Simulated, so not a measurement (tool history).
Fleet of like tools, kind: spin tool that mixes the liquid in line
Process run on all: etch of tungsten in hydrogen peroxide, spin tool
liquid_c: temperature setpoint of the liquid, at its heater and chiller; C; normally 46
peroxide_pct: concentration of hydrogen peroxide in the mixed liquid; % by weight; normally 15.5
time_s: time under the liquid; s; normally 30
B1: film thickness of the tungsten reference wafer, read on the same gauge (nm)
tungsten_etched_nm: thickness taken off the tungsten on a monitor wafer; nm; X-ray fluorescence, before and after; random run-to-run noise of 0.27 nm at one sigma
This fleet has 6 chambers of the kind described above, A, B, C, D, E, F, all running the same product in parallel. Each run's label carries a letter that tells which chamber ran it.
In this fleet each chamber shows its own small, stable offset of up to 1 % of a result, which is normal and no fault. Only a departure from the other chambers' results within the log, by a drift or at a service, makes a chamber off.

At day 0.538: chamber A: heated supply line repaired.
Run 1A, day 0.542: usual settings; B1 99.979. Result: tungsten_etched_nm 31.635 nm.
Run 2B, day 1.158: usual settings; B1 100.010. Result: tungsten_etched_nm 31.262 nm.
Run 3E, day 1.688: usual settings; B1 99.976. Result: tungsten_etched_nm 31.123 nm.
At day 2.025: chamber F: heated supply line repaired.
Run 4F, day 2.150: usual settings; B1 100.010. Result: tungsten_etched_nm 31.122 nm.
Run 5C, day 2.688: usual settings; B1 100.010. Result: tungsten_etched_nm 30.974 nm.
Run 6D, day 3.208: usual settings but liquid_c 41 C, peroxide_pct 12.5 % by weight; B1 99.991. Result: tungsten_etched_nm 20.018 nm.
At day 3.608: chamber D: heated supply line repaired.
Run 7B, day 3.646: usual settings but liquid_c 41 C, peroxide_pct 12.5 % by weight; B1 100.010. Result: tungsten_etched_nm 20.316 nm.
Run 8C, day 3.967: usual settings but liquid_c 41 C, peroxide_pct 12.5 % by weight; B1 99.999. Result: tungsten_etched_nm 20.478 nm.
At day 4.062: chamber A: peroxide flow meter replaced.
Run 9A, day 4.267: usual settings but liquid_c 41 C, peroxide_pct 12.5 % by weight; B1 99.997. Result: tungsten_etched_nm 20.528 nm.
Run 10D, day 4.867: usual settings but liquid_c 41 C, peroxide_pct 12.5 % by weight; B1 100.020. Result: tungsten_etched_nm 20.255 nm.
Run 11F, day 5.279: usual settings but liquid_c 41 C, peroxide_pct 12.5 % by weight; B1 99.997. Result: tungsten_etched_nm 20.612 nm.
At day 5.783: chamber E: new drum of peroxide connected.
Run 12E, day 5.917: usual settings; B1 100.010. Result: tungsten_etched_nm 30.916 nm.
Run 13E, day 6.546: usual settings; B1 100.010. Result: tungsten_etched_nm 31.289 nm.
Run 14C, day 6.933: usual settings; B1 99.987. Result: tungsten_etched_nm 30.940 nm.
Run 15D, day 7.288: usual settings; B1 100.010. Result: tungsten_etched_nm 30.010 nm.
Run 16F, day 7.796: usual settings; B1 100.010. Result: tungsten_etched_nm 31.334 nm.
Run 17B, day 8.212: usual settings; B1 99.998. Result: tungsten_etched_nm 31.531 nm.
Run 18A, day 8.650: usual settings; B1 99.998. Result: tungsten_etched_nm 31.444 nm.
Run 19D, day 9.071: usual settings; B1 99.995. Result: tungsten_etched_nm 30.029 nm.
Run 20B, day 9.404: usual settings; B1 100.010. Result: tungsten_etched_nm 31.529 nm.
Run 21C, day 9.862: usual settings; B1 100.000. Result: tungsten_etched_nm 31.018 nm.
Run 22A, day 10.500: usual settings; B1 100.010. Result: tungsten_etched_nm 30.476 nm.
Run 23E, day 10.921: usual settings; B1 100.010. Result: tungsten_etched_nm 31.161 nm.
At day 11.100: chamber D: peroxide flow meter replaced.
Run 24F, day 11.212: usual settings; B1 100.000. Result: tungsten_etched_nm 31.324 nm.
Run 25F, day 11.796: usual settings; B1 100.010. Result: tungsten_etched_nm 31.563 nm.
Run 26B, day 12.108: usual settings; B1 99.996. Result: tungsten_etched_nm 31.465 nm.
At day 12.271: chamber C: thermometer replaced.
Run 27A, day 12.683: usual settings; B1 100.010. Result: tungsten_etched_nm 30.655 nm.
Run 28E, day 13.092: usual settings; B1 100.010. Result: tungsten_etched_nm 31.041 nm.
Run 29C, day 13.562: usual settings; B1 99.977. Result: tungsten_etched_nm 30.865 nm.
At day 13.683: chamber A: new drum of peroxide connected.
Run 30D, day 14.042: usual settings; B1 100.020. Result: tungsten_etched_nm 28.057 nm.
Run 31A, day 14.483: usual settings; B1 99.986. Result: tungsten_etched_nm 31.291 nm.
Run 32B, day 14.796: usual settings; B1 99.996. Result: tungsten_etched_nm 31.127 nm.
Run 33E, day 15.358: usual settings; B1 100.000. Result: tungsten_etched_nm 31.170 nm.
Run 34F, day 15.925: usual settings; B1 99.994. Result: tungsten_etched_nm 31.570 nm.
Run 35C, day 16.288: usual settings; B1 100.000. Result: tungsten_etched_nm 30.962 nm.
Run 36D, day 16.771: usual settings; B1 100.000. Result: tungsten_etched_nm 27.913 nm.

All 6 chambers run these settings next. Forecast each chamber's results:
Run 37A, day 17.229: usual settings but liquid_c 53 C. Result: tungsten_etched_nm ?.
Run 37B, day 17.229: usual settings but liquid_c 53 C. Result: tungsten_etched_nm ?.
Run 37C, day 17.229: usual settings but liquid_c 53 C. Result: tungsten_etched_nm ?.
Run 37D, day 17.229: usual settings but liquid_c 53 C. Result: tungsten_etched_nm ?.
Run 37E, day 17.229: usual settings but liquid_c 53 C. Result: tungsten_etched_nm ?.
Run 37F, day 17.229: usual settings but liquid_c 53 C. Result: tungsten_etched_nm ?.

run  tungsten_etched_nm
37A              46.649
37B              48.183
37C              47.349
37D              43.417
37E              47.202
37F              48.196
